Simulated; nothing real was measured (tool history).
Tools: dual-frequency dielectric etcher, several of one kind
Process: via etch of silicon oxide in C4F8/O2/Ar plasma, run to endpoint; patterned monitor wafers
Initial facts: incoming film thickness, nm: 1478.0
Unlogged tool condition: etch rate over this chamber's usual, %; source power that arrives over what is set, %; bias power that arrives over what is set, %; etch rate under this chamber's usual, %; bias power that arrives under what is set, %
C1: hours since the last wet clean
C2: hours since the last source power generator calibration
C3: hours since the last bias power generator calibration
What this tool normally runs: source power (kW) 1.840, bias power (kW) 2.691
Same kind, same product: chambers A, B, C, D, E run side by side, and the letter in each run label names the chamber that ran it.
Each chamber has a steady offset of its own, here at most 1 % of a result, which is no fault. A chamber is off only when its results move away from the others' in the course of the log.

run 1E hour=10.8 | source_power_(kW)=1.840 bias_power_(kW)=2.691 | C1=245.2 C2=2073.8 C3=1056.4 | endpoint_time_(s)=274.66
run 2A hour=24.6 | source_power_(kW)=1.840 bias_power_(kW)=2.691 | C1=145.5 C2=3922.5 C3=2502.4 | endpoint_time_(s)=276.52
run 3B hour=39.0 | source_power_(kW)=1.840 bias_power_(kW)=2.691 | C1=442.3 C2=1371.0 C3=716.5 | endpoint_time_(s)=278.44
-- hour=48.0 chamber A: source power generator calibrated
run 4D hour=51.1 | source_power_(kW)=1.840 bias_power_(kW)=2.691 | C1=435.8 C2=3583.3 C3=137.3 | endpoint_time_(s)=278.76
run 5C hour=62.7 | source_power_(kW)=1.840 bias_power_(kW)=2.691 | C1=170.6 C2=2361.7 C3=2832.9 | endpoint_time_(s)=273.81
run 6D hour=77.3 | source_power_(kW)=1.840 bias_power_(kW)=2.691 | C1=462.0 C2=3609.5 C3=163.5 | endpoint_time_(s)=276.46
run 7B hour=90.5 | source_power_(kW)=1.840 bias_power_(kW)=2.691 | C1=493.8 C2=1422.5 C3=768.0 | endpoint_time_(s)=282.78
run 8A hour=102.9 | source_power_(kW)=1.620 bias_power_(kW)=2.192 | C1=223.8 C2=54.9 C3=2580.7 | endpoint_time_(s)=313.47
run 9E hour=115.2 | source_power_(kW)=1.620 bias_power_(kW)=2.192 | C1=349.6 C2=2178.2 C3=1160.8 | endpoint_time_(s)=308.39
run 10C hour=126.2 | source_power_(kW)=1.620 bias_power_(kW)=2.192 | C1=234.1 C2=2425.2 C3=2896.4 | endpoint_time_(s)=304.55
-- hour=126.8 chamber A: bias power generator calibrated
run 11E hour=133.8 | source_power_(kW)=1.620 bias_power_(kW)=2.192 | C1=368.2 C2=2196.8 C3=1179.4 | endpoint_time_(s)=310.97
-- hour=134.9 chamber B: wet clean of the chamber
run 12C hour=141.6 | source_power_(kW)=1.620 bias_power_(kW)=2.192 | C1=249.5 C2=2440.6 C3=2911.8 | endpoint_time_(s)=302.39
run 13D hour=154.0 | source_power_(kW)=1.840 bias_power_(kW)=2.691 | C1=538.7 C2=3686.2 C3=240.2 | endpoint_time_(s)=278.98
run 14B hour=163.8 | source_power_(kW)=1.840 bias_power_(kW)=2.691 | C1=29.0 C2=1495.8 C3=841.3 | endpoint_time_(s)=281.46
-- hour=171.4 chamber D: wet clean of the chamber
run 15A hour=172.6 | source_power_(kW)=1.840 bias_power_(kW)=2.691 | C1=293.5 C2=124.6 C3=45.8 | endpoint_time_(s)=273.66
-- hour=176.5 chamber E: wet clean of the chamber
run 16C hour=184.5 | source_power_(kW)=1.840 bias_power_(kW)=2.691 | C1=292.4 C2=2483.5 C3=2954.7 | endpoint_time_(s)=275.82
run 17D hour=194.0 | source_power_(kW)=1.840 bias_power_(kW)=2.691 | C1=22.6 C2=3726.2 C3=280.2 | endpoint_time_(s)=277.42
run 18A hour=205.7 | source_power_(kW)=1.840 bias_power_(kW)=2.691 | C1=326.6 C2=157.7 C3=78.9 | endpoint_time_(s)=277.75
-- hour=207.3 chamber E: source power generator calibrated
run 19B hour=219.2 | source_power_(kW)=1.840 bias_power_(kW)=2.691 | C1=84.4 C2=1551.2 C3=896.7 | endpoint_time_(s)=276.61
run 20E hour=230.0 | source_power_(kW)=1.840 bias_power_(kW)=2.691 | C1=53.5 C2=22.8 C3=1275.6 | endpoint_time_(s)=273.40
run 21B hour=241.8 | source_power_(kW)=1.840 bias_power_(kW)=3.262 | C1=107.0 C2=1573.8 C3=919.3 | endpoint_time_(s)=258.63
run 22D hour=249.4 | source_power_(kW)=1.840 bias_power_(kW)=3.262 | C1=78.0 C2=3781.6 C3=335.6 | endpoint_time_(s)=264.68
-- hour=255.4 chamber C: wet clean of the chamber
run 23E hour=259.9 | source_power_(kW)=1.840 bias_power_(kW)=3.262 | C1=83.4 C2=52.7 C3=1305.5 | endpoint_time_(s)=259.57
run 24A hour=268.1 | source_power_(kW)=1.840 bias_power_(kW)=3.262 | C1=389.0 C2=220.1 C3=141.3 | endpoint_time_(s)=259.36
run 25C hour=275.7 | source_power_(kW)=1.840 bias_power_(kW)=3.262 | C1=20.3 C2=2574.7 C3=3045.9 | endpoint_time_(s)=256.59
run 26C hour=285.1 | source_power_(kW)=1.840 bias_power_(kW)=2.691 | C1=29.7 C2=2584.1 C3=3055.3 | endpoint_time_(s)=277.40
run 27E hour=294.4 | source_power_(kW)=1.840 bias_power_(kW)=2.691 | C1=117.9 C2=87.2 C3=1340.0 | endpoint_time_(s)=269.16
run 28A hour=303.6 | source_power_(kW)=1.840 bias_power_(kW)=2.691 | C1=424.5 C2=255.6 C3=176.8 | endpoint_time_(s)=273.61
run 29B hour=317.4 | source_power_(kW)=1.840 bias_power_(kW)=2.691 | C1=182.6 C2=1649.4 C3=994.9 | endpoint_time_(s)=279.60
-- hour=323.6 chamber A: wet clean of the chamber
run 30D hour=326.5 | source_power_(kW)=1.840 bias_power_(kW)=2.691 | C1=155.1 C2=3858.7 C3=412.7 | endpoint_time_(s)=274.34
run 31C hour=340.8 | source_power_(kW)=1.840 bias_power_(kW)=2.691 | C1=85.4 C2=2639.8 C3=3111.0 | endpoint_time_(s)=273.70
-- hour=353.3 chamber B: source power generator calibrated
run 32D hour=354.3 | source_power_(kW)=1.840 bias_power_(kW)=2.691 | C1=182.9 C2=3886.5 C3=440.5 | endpoint_time_(s)=275.85
run 33B hour=363.4 | source_power_(kW)=1.840 bias_power_(kW)=2.691 | C1=228.6 C2=10.1 C3=1040.9 | endpoint_time_(s)=275.27
run 34E hour=373.1 | source_power_(kW)=1.840 bias_power_(kW)=2.691 | C1=196.6 C2=165.9 C3=1418.7 | endpoint_time_(s)=275.49
-- hour=374.3 chamber D: source power generator calibrated
run 35A hour=388.1 | source_power_(kW)=2.050 bias_power_(kW)=2.312 | C1=64.5 C2=340.1 C3=261.3 | endpoint_time_(s)=271.50
run 36D hour=395.0 | source_power_(kW)=2.050 bias_power_(kW)=2.312 | C1=223.6 C2=20.7 C3=481.2 | endpoint_time_(s)=276.75
run 37C hour=402.3 | source_power_(kW)=2.050 bias_power_(kW)=2.312 | C1=146.9 C2=2701.3 C3=3172.5 | endpoint_time_(s)=277.23
run 38E hour=409.4 | source_power_(kW)=2.050 bias_power_(kW)=2.312 | C1=232.9 C2=202.2 C3=1455.0 | endpoint_time_(s)=273.00

The same settings go to every chamber for the next run, one line per chamber below. Forecast the results for each:
run 39A hour=420.1 | source_power_(kW)=1.620 bias_power_(kW)=2.691 | endpoint_time_(s)=?
run 39B hour=420.1 | source_power_(kW)=1.620 bias_power_(kW)=2.691 | endpoint_time_(s)=?
run 39C hour=420.1 | source_power_(kW)=1.620 bias_power_(kW)=2.691 | endpoint_time_(s)=?
run 39D hour=420.1 | source_power_(kW)=1.620 bias_power_(kW)=2.691 | endpoint_time_(s)=?
run 39E hour=420.1 | source_power_(kW)=1.620 bias_power_(kW)=2.691 | endpoint_time_(s)=?

run=39A endpoint_time_(s)=291.21
run=39B endpoint_time_(s)=294.60
run=39C endpoint_time_(s)=288.17
run=39D endpoint_time_(s)=290.75
run=39E endpoint_time_(s)=288.03
